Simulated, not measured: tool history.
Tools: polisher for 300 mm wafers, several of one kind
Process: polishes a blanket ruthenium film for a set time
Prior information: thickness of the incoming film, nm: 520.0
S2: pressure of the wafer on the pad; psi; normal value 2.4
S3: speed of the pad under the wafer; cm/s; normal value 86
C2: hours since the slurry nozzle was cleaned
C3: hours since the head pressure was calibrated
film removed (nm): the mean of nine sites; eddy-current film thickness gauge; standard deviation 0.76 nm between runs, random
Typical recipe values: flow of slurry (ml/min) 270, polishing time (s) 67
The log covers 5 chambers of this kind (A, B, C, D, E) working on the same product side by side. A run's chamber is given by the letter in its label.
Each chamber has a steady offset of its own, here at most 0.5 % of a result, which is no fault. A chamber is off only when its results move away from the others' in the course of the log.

{"run": "1E", "hour": 7.7, "flow of slurry (ml/min)": 270, "S2": 2.4, "S3": 86, "polishing time (s)": 67, "wafers polished on this pad": 583, "C2": 455.3, "C3": 72.4, "film removed (nm)": 85.457}
{"hour": 15.9, "done": "chamber C: worn pad replaced by a new one"}
{"run": "2A", "hour": 17.0, "flow of slurry (ml/min)": 270, "S2": 2.4, "S3": 86, "polishing time (s)": 67, "wafers polished on this pad": 1058, "C2": 913.3, "C3": 869.2, "film removed (nm)": 87.599}
{"run": "3B", "hour": 23.3, "flow of slurry (ml/min)": 270, "S2": 2.4, "S3": 86, "polishing time (s)": 67, "wafers polished on this pad": 535, "C2": 393.5, "C3": 542.2, "film removed (nm)": 84.552}
{"run": "4D", "hour": 34.1, "flow of slurry (ml/min)": 270, "S2": 2.4, "S3": 86, "polishing time (s)": 67, "wafers polished on this pad": 452, "C2": 229.1, "C3": 154.4, "film removed (nm)": 85.107}
{"hour": 34.7, "done": "chamber A: worn pad replaced by a new one"}
{"run": "5C", "hour": 39.0, "flow of slurry (ml/min)": 270, "S2": 2.4, "S3": 86, "polishing time (s)": 67, "wafers polished on this pad": 298, "C2": 310.3, "C3": 388.3, "film removed (nm)": 85.545}
{"run": "6A", "hour": 44.9, "flow of slurry (ml/min)": 270, "S2": 2.4, "S3": 86, "polishing time (s)": 67, "wafers polished on this pad": 131, "C2": 941.2, "C3": 897.1, "film removed (nm)": 85.256}
{"run": "7D", "hour": 52.2, "flow of slurry (ml/min)": 270, "S2": 2.4, "S3": 86, "polishing time (s)": 67, "wafers polished on this pad": 686, "C2": 247.2, "C3": 172.5, "film removed (nm)": 86.115}
{"hour": 57.7, "done": "chamber E: worn pad replaced by a new one"}
{"run": "8E", "hour": 57.8, "flow of slurry (ml/min)": 270, "S2": 2.4, "S3": 86, "polishing time (s)": 67, "wafers polished on this pad": 1, "C2": 505.4, "C3": 122.5, "film removed (nm)": 84.646}
{"hour": 61.6, "done": "chamber A: slurry nozzle cleaned"}
{"hour": 61.7, "done": "chamber C: worn pad replaced by a new one"}
{"run": "9B", "hour": 64.0, "flow of slurry (ml/min)": 270, "S2": 2.4, "S3": 86, "polishing time (s)": 67, "wafers polished on this pad": 1060, "C2": 434.2, "C3": 582.9, "film removed (nm)": 85.686}
{"hour": 66.9, "done": "chamber B: worn pad replaced by a new one"}
{"run": "10C", "hour": 72.8, "flow of slurry (ml/min)": 270, "S2": 2.4, "S3": 86, "polishing time (s)": 67, "wafers polished on this pad": 144, "C2": 344.1, "C3": 422.1, "film removed (nm)": 85.151}
{"run": "11C", "hour": 81.3, "flow of slurry (ml/min)": 270, "S2": 2.4, "S3": 86, "polishing time (s)": 67, "wafers polished on this pad": 254, "C2": 352.6, "C3": 430.6, "film removed (nm)": 83.471}
{"hour": 88.8, "done": "chamber E: slurry nozzle cleaned"}
{"run": "12E", "hour": 90.9, "flow of slurry (ml/min)": 270, "S2": 2.4, "S3": 86, "polishing time (s)": 67, "wafers polished on this pad": 429, "C2": 2.2, "C3": 155.6, "film removed (nm)": 85.536}
{"hour": 96.6, "done": "chamber D: worn pad replaced by a new one"}
{"run": "13D", "hour": 100.5, "flow of slurry (ml/min)": 270, "S2": 2.4, "S3": 86, "polishing time (s)": 67, "wafers polished on this pad": 50, "C2": 295.5, "C3": 220.8, "film removed (nm)": 85.709}
{"run": "14B", "hour": 110.1, "flow of slurry (ml/min)": 270, "S2": 2.4, "S3": 86, "polishing time (s)": 67, "wafers polished on this pad": 558, "C2": 480.3, "C3": 629.0, "film removed (nm)": 86.107}
{"hour": 117.1, "done": "chamber C: worn pad replaced by a new one"}
{"run": "15A", "hour": 119.1, "flow of slurry (ml/min)": 270, "S2": 2.4, "S3": 86, "polishing time (s)": 67, "wafers polished on this pad": 1089, "C2": 57.5, "C3": 971.3, "film removed (nm)": 85.245}
{"run": "16D", "hour": 127.0, "flow of slurry (ml/min)": 270, "S2": 2.4, "S3": 86, "polishing time (s)": 67, "wafers polished on this pad": 393, "C2": 322.0, "C3": 247.3, "film removed (nm)": 85.644}
{"hour": 128.9, "done": "chamber A: worn pad replaced by a new one"}
{"run": "17B", "hour": 135.8, "flow of slurry (ml/min)": 270, "S2": 2.4, "S3": 86, "polishing time (s)": 67, "wafers polished on this pad": 890, "C2": 506.0, "C3": 654.7, "film removed (nm)": 85.047}
{"hour": 140.1, "done": "chamber E: worn pad replaced by a new one"}
{"hour": 141.0, "done": "chamber B: head pressure recalibrated"}
{"run": "18E", "hour": 141.5, "flow of slurry (ml/min)": 270, "S2": 2.4, "S3": 86, "polishing time (s)": 67, "wafers polished on this pad": 18, "C2": 52.8, "C3": 206.2, "film removed (nm)": 84.963}
{"run": "19A", "hour": 149.7, "flow of slurry (ml/min)": 270, "S2": 2.4, "S3": 86, "polishing time (s)": 67, "wafers polished on this pad": 268, "C2": 88.1, "C3": 1001.9, "film removed (nm)": 86.439}
{"hour": 157.7, "done": "chamber C: head pressure recalibrated"}
{"run": "20C", "hour": 159.8, "flow of slurry (ml/min)": 270, "S2": 2.4, "S3": 86, "polishing time (s)": 67, "wafers polished on this pad": 552, "C2": 431.1, "C3": 2.1, "film removed (nm)": 84.293}
{"run": "21D", "hour": 167.4, "flow of slurry (ml/min)": 270, "S2": 2.4, "S3": 86, "polishing time (s)": 67, "wafers polished on this pad": 914, "C2": 362.4, "C3": 287.7, "film removed (nm)": 86.012}
{"hour": 172.0, "done": "chamber B: worn pad replaced by a new one"}
{"run": "22A", "hour": 177.0, "flow of slurry (ml/min)": 270, "S2": 2.1, "S3": 68, "polishing time (s)": 67, "wafers polished on this pad": 621, "C2": 115.4, "C3": 1029.2, "film removed (nm)": 59.282}
{"hour": 178.2, "done": "chamber C: worn pad replaced by a new one"}
{"run": "23E", "hour": 183.7, "flow of slurry (ml/min)": 270, "S2": 2.1, "S3": 68, "polishing time (s)": 67, "wafers polished on this pad": 563, "C2": 95.0, "C3": 248.4, "film removed (nm)": 59.544}
{"run": "24B", "hour": 191.4, "flow of slurry (ml/min)": 270, "S2": 2.1, "S3": 68, "polishing time (s)": 67, "wafers polished on this pad": 250, "C2": 561.6, "C3": 50.5, "film removed (nm)": 64.827}
{"run": "25C", "hour": 199.8, "flow of slurry (ml/min)": 270, "S2": 2.1, "S3": 68, "polishing time (s)": 67, "wafers polished on this pad": 279, "C2": 471.1, "C3": 42.1, "film removed (nm)": 59.12}
{"hour": 207.9, "done": "chamber D: worn pad replaced by a new one"}
{"run": "26A", "hour": 209.1, "flow of slurry (ml/min)": 270, "S2": 2.1, "S3": 68, "polishing time (s)": 67, "wafers polished on this pad": 1035, "C2": 147.5, "C3": 1061.3, "film removed (nm)": 58.707}
{"hour": 216.6, "done": "chamber A: worn pad replaced by a new one"}
{"run": "27E", "hour": 220.0, "flow of slurry (ml/min)": 270, "S2": 2.4, "S3": 86, "polishing time (s)": 67, "wafers polished on this pad": 1032, "C2": 131.3, "C3": 284.7, "film removed (nm)": 85.356}
{"hour": 224.0, "done": "chamber C: slurry nozzle cleaned"}
{"run": "28D", "hour": 225.0, "flow of slurry (ml/min)": 270, "S2": 2.4, "S3": 86, "polishing time (s)": 67, "wafers polished on this pad": 221, "C2": 420.0, "C3": 345.3, "film removed (nm)": 84.945}
{"hour": 227.8, "done": "chamber C: worn pad replaced by a new one"}
{"run": "29B", "hour": 230.0, "flow of slurry (ml/min)": 270, "S2": 2.4, "S3": 86, "polishing time (s)": 67, "wafers polished on this pad": 749, "C2": 600.2, "C3": 89.1, "film removed (nm)": 91.657}
{"run": "30C", "hour": 235.5, "flow of slurry (ml/min)": 270, "S2": 2.4, "S3": 86, "polishing time (s)": 84, "wafers polished on this pad": 99, "C2": 11.6, "C3": 77.8, "film removed (nm)": 107.39}
{"run": "31C", "hour": 245.2, "flow of slurry (ml/min)": 270, "S2": 2.4, "S3": 86, "polishing time (s)": 84, "wafers polished on this pad": 224, "C2": 21.3, "C3": 87.5, "film removed (nm)": 109.43}
{"run": "32D", "hour": 252.2, "flow of slurry (ml/min)": 270, "S2": 2.4, "S3": 86, "polishing time (s)": 84, "wafers polished on this pad": 573, "C2": 447.2, "C3": 372.5, "film removed (nm)": 108.51}
{"run": "33A", "hour": 258.2, "flow of slurry (ml/min)": 270, "S2": 2.4, "S3": 86, "polishing time (s)": 84, "wafers polished on this pad": 537, "C2": 196.6, "C3": 1110.4, "film removed (nm)": 107.2}
{"run": "34B", "hour": 267.0, "flow of slurry (ml/min)": 270, "S2": 2.4, "S3": 86, "polishing time (s)": 84, "wafers polished on this pad": 1227, "C2": 637.2, "C3": 126.1, "film removed (nm)": 117.84}

Predict what each chamber gives when all 5 of them run the settings below next.
{"run": "35A", "hour": 275.0, "flow of slurry (ml/min)": 270, "S2": 2.4, "S3": 62, "polishing time (s)": 67, "film removed (nm)": "?"}
{"run": "35B", "hour": 275.0, "flow of slurry (ml/min)": 270, "S2": 2.4, "S3": 62, "polishing time (s)": 67, "film removed (nm)": "?"}
{"run": "35C", "hour": 275.0, "flow of slurry (ml/min)": 270, "S2": 2.4, "S3": 62, "polishing time (s)": 67, "film removed (nm)": "?"}
{"run": "35D", "hour": 275.0, "flow of slurry (ml/min)": 270, "S2": 2.4, "S3": 62, "polishing time (s)": 67, "film removed (nm)": "?"}
{"run": "35E", "hour": 275.0, "flow of slurry (ml/min)": 270, "S2": 2.4, "S3": 62, "polishing time (s)": 67, "film removed (nm)": "?"}

run=35A film_removed_(nm)=62.271
run=35B film_removed_(nm)=67.100
run=35C film_removed_(nm)=61.949
run=35D film_removed_(nm)=61.543
run=35E film_removed_(nm)=60.592
